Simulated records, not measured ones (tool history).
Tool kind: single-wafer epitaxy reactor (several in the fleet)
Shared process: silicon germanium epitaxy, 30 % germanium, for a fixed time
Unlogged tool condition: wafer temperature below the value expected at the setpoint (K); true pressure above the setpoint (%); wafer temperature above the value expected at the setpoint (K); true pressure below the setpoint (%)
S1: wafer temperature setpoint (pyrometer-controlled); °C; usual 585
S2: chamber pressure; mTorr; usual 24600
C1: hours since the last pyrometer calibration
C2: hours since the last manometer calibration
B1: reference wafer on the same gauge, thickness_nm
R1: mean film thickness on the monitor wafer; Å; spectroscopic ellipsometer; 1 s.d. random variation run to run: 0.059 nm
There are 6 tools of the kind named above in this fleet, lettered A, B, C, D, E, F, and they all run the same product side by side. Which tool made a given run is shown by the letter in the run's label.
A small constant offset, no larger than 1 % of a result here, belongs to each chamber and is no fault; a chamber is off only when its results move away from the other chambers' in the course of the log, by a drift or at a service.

run     day   S1     S2      C1      C2      B1      R1
 1A   0.354  585  24600   804.2   668.4  39.107  483.84
 2C   0.683  585  24600  2713.5  1495.1  39.085  490.09
      0.842  -- chamber B: capacitance manometer re-zeroed and calibrated
 3F   0.846  585  24600  1415.6   919.8  39.076  483.03
 4D   1.179  585  24600  1314.9   772.2  39.087  480.43
 5B   1.412  585  24600   121.7    13.7  39.072  482.39
 6E   1.775  585  24600  2478.6   986.4  39.076  483.93
 7D   2.046  585  28200  1335.7   793.0  39.064  506.94
 8C   2.204  585  28200  2750.0  1531.6  39.067  515.90
 9F   2.412  585  28200  1453.2   957.4  39.051  510.43
10A   2.750  585  28200   861.7   725.9  39.064  511.09
      2.946  -- chamber E: pyrometer calibrated
11B   2.971  585  28200   159.1    51.1  39.061  509.09
12E   3.288  585  28200     8.3  1022.7  39.049  509.61
13B   3.525  578  29300   172.4    64.4  39.050  451.91
14A   3.804  578  29300   887.0   751.2  39.033  453.37
15C   4.025  578  29300  2793.7  1575.3  39.038  456.87
      4.112  -- chamber C: capacitance manometer re-zeroed and calibrated
16F   4.379  578  29300  1500.4  1004.6  39.020  453.54
      4.454  -- chamber C: pyrometer calibrated
17E   4.608  578  29300    40.0  1054.4  39.017  453.44
18D   4.762  578  29300  1400.9   858.2  39.016  450.06
19F   5.054  585  24600  1516.6  1020.8  39.005  481.98
20B   5.317  585  24600   215.4   107.4  39.015  482.10
21E   5.650  585  24600    65.0  1079.4  39.002  482.01
22A   5.879  585  24600   936.8   801.0  38.991  482.54
23C   6.075  585  24600    39.0    47.1  39.004  487.56
24D   6.271  585  24600  1437.1   894.4  38.989  478.69
25D   6.558  585  24600  1444.0   901.3  38.979  478.85
26B   6.775  585  24600   250.4   142.4  38.977  481.10
27E   7.000  585  24600    97.4  1111.8  38.986  482.86
28A   7.325  585  24600   971.5   835.7  38.976  483.00
29C   7.683  585  24600    77.6    85.7  38.982  488.52
30F   8.042  585  24600  1588.3  1092.5  38.952  482.13
31E   8.383  585  24600   130.6  1145.0  38.960  482.23
32F   8.696  585  24600  1604.0  1108.2  38.953  481.24
33C   9.025  585  24600   109.8   117.9  38.941  487.67
34D   9.379  585  24600  1511.7   969.0  38.942  477.12
35B   9.592  585  24600   318.0   210.0  38.934  481.72
36A   9.771  585  24600  1030.2   894.4  38.947  482.11
37F  10.004  585  24600  1635.4  1139.6  38.927  481.92
38B  10.283  585  24600   334.6   226.6  38.912  480.09
39E  10.575  585  24600   183.2  1197.6  38.922  481.59
     10.758  -- chamber D: pyrometer calibrated
40D  10.858  585  24600     2.5  1004.5  38.906  478.76
41C  11.108  585  24600   159.8   167.9  38.905  485.83

What goes on in this fleet: one chamber off, a drifting gauge, or nothing beyond the chambers' own small offsets? Name the chamber and the cause, if any.

The gauge drifts, so all chambers seem to drift together. No chamber is off.
Most likely cause: gauge reads low (%) = 0.501.
